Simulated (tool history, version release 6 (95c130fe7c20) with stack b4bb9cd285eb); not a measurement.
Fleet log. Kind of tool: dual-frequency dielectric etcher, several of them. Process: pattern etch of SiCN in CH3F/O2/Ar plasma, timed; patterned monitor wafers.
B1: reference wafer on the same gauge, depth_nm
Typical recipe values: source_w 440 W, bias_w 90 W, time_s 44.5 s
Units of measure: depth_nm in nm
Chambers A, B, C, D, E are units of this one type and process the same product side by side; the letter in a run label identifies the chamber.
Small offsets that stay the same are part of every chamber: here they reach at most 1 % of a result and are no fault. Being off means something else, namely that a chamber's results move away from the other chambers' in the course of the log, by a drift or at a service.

run 1B hour=9.6 | source_w=440 bias_w=90 time_s=44.5 | B1=19.610 | depth_nm=18.834
run 2A hour=15.0 | source_w=440 bias_w=90 time_s=44.5 | B1=19.604 | depth_nm=18.962
-- hour=17.7 chamber C: wet clean of the chamber
-- hour=21.8 chamber E: wet clean of the chamber
run 3C hour=24.9 | source_w=440 bias_w=90 time_s=44.5 | B1=19.611 | depth_nm=19.023
run 4E hour=32.8 | source_w=440 bias_w=90 time_s=44.5 | B1=19.619 | depth_nm=18.784
-- hour=38.6 chamber B: wet clean of the chamber
run 5D hour=42.3 | source_w=440 bias_w=111 time_s=44.5 | B1=19.584 | depth_nm=20.265
run 6D hour=47.6 | source_w=440 bias_w=111 time_s=44.5 | B1=19.598 | depth_nm=20.361
run 7E hour=55.6 | source_w=440 bias_w=111 time_s=44.5 | B1=19.574 | depth_nm=20.293
run 8B hour=60.9 | source_w=440 bias_w=111 time_s=44.5 | B1=19.585 | depth_nm=20.336
run 9C hour=65.9 | source_w=440 bias_w=111 time_s=44.5 | B1=19.572 | depth_nm=20.395
run 10A hour=74.6 | source_w=440 bias_w=90 time_s=44.5 | B1=19.593 | depth_nm=18.854
run 11C hour=80.9 | source_w=440 bias_w=90 time_s=44.5 | B1=19.603 | depth_nm=19.006
run 12D hour=88.4 | source_w=440 bias_w=90 time_s=44.5 | B1=19.587 | depth_nm=18.580
run 13A hour=97.6 | source_w=440 bias_w=90 time_s=44.5 | B1=19.606 | depth_nm=18.911
run 14B hour=102.6 | source_w=440 bias_w=90 time_s=44.5 | B1=19.618 | depth_nm=18.824
run 15E hour=110.8 | source_w=440 bias_w=90 time_s=44.5 | B1=19.600 | depth_nm=18.798
run 16A hour=119.7 | source_w=440 bias_w=90 time_s=44.5 | B1=19.589 | depth_nm=18.807
run 17E hour=130.4 | source_w=440 bias_w=90 time_s=44.5 | B1=19.592 | depth_nm=18.931
run 18D hour=135.4 | source_w=440 bias_w=90 time_s=44.5 | B1=19.617 | depth_nm=18.558
run 19B hour=146.4 | source_w=440 bias_w=90 time_s=44.5 | B1=19.611 | depth_nm=18.854
run 20C hour=156.0 | source_w=440 bias_w=90 time_s=44.5 | B1=19.585 | depth_nm=19.079
run 21D hour=164.6 | source_w=440 bias_w=90 time_s=44.5 | B1=19.586 | depth_nm=18.811
run 22E hour=173.0 | source_w=440 bias_w=90 time_s=44.5 | B1=19.598 | depth_nm=18.845
run 23A hour=183.0 | source_w=350 bias_w=106 time_s=44.5 | B1=19.597 | depth_nm=18.484
run 24C hour=190.2 | source_w=350 bias_w=106 time_s=44.5 | B1=19.597 | depth_nm=18.720
run 25B hour=199.8 | source_w=350 bias_w=106 time_s=44.5 | B1=19.598 | depth_nm=18.387
-- hour=202.2 chamber C: source power generator calibrated
run 26B hour=210.4 | source_w=350 bias_w=106 time_s=44.5 | B1=19.601 | depth_nm=18.485
run 27A hour=221.0 | source_w=350 bias_w=106 time_s=44.5 | B1=19.599 | depth_nm=18.377
run 28E hour=226.4 | source_w=440 bias_w=90 time_s=44.5 | B1=19.612 | depth_nm=18.866
run 29C hour=235.6 | source_w=440 bias_w=90 time_s=44.5 | B1=19.612 | depth_nm=18.942
run 30D hour=244.2 | source_w=440 bias_w=90 time_s=44.5 | B1=19.599 | depth_nm=19.078
run 31D hour=250.9 | source_w=440 bias_w=90 time_s=44.5 | B1=19.603 | depth_nm=19.053
run 32C hour=259.3 | source_w=440 bias_w=90 time_s=44.5 | B1=19.591 | depth_nm=18.983
run 33A hour=269.2 | source_w=440 bias_w=90 time_s=44.5 | B1=19.618 | depth_nm=18.898
run 34E hour=278.4 | source_w=440 bias_w=90 time_s=44.5 | B1=19.588 | depth_nm=18.739
run 35B hour=287.0 | source_w=440 bias_w=90 time_s=39.5 | B1=19.598 | depth_nm=16.706
run 36B hour=295.0 | source_w=440 bias_w=90 time_s=39.5 | B1=19.590 | depth_nm=16.726
run 37C hour=305.7 | source_w=440 bias_w=90 time_s=39.5 | B1=19.597 | depth_nm=16.807
-- hour=314.3 chamber E: bias power generator calibrated
run 38D hour=316.1 | source_w=440 bias_w=90 time_s=39.5 | B1=19.612 | depth_nm=17.097
run 39E hour=324.2 | source_w=440 bias_w=90 time_s=39.5 | B1=19.611 | depth_nm=16.798
-- hour=330.0 chamber A: wet clean of the chamber
run 40A hour=334.6 | source_w=440 bias_w=90 time_s=44.5 | B1=19.616 | depth_nm=18.906
run 41C hour=344.8 | source_w=440 bias_w=90 time_s=44.5 | B1=19.586 | depth_nm=19.063
run 42E hour=350.9 | source_w=440 bias_w=90 time_s=44.5 | B1=19.595 | depth_nm=18.633

Next, all 5 chambers run the settings below, one line each with question marks for the results. What does each chamber give?
run 43A hour=358.8 | source_w=440 bias_w=90 time_s=44.5 | depth_nm=?
run 43B hour=358.8 | source_w=440 bias_w=90 time_s=44.5 | depth_nm=?
run 43C hour=358.8 | source_w=440 bias_w=90 time_s=44.5 | depth_nm=?
run 43D hour=358.8 | source_w=440 bias_w=90 time_s=44.5 | depth_nm=?
run 43E hour=358.8 | source_w=440 bias_w=90 time_s=44.5 | depth_nm=?

run=43A depth_nm=18.854
run=43B depth_nm=18.918
run=43C depth_nm=18.955
run=43D depth_nm=19.427
run=43E depth_nm=18.911
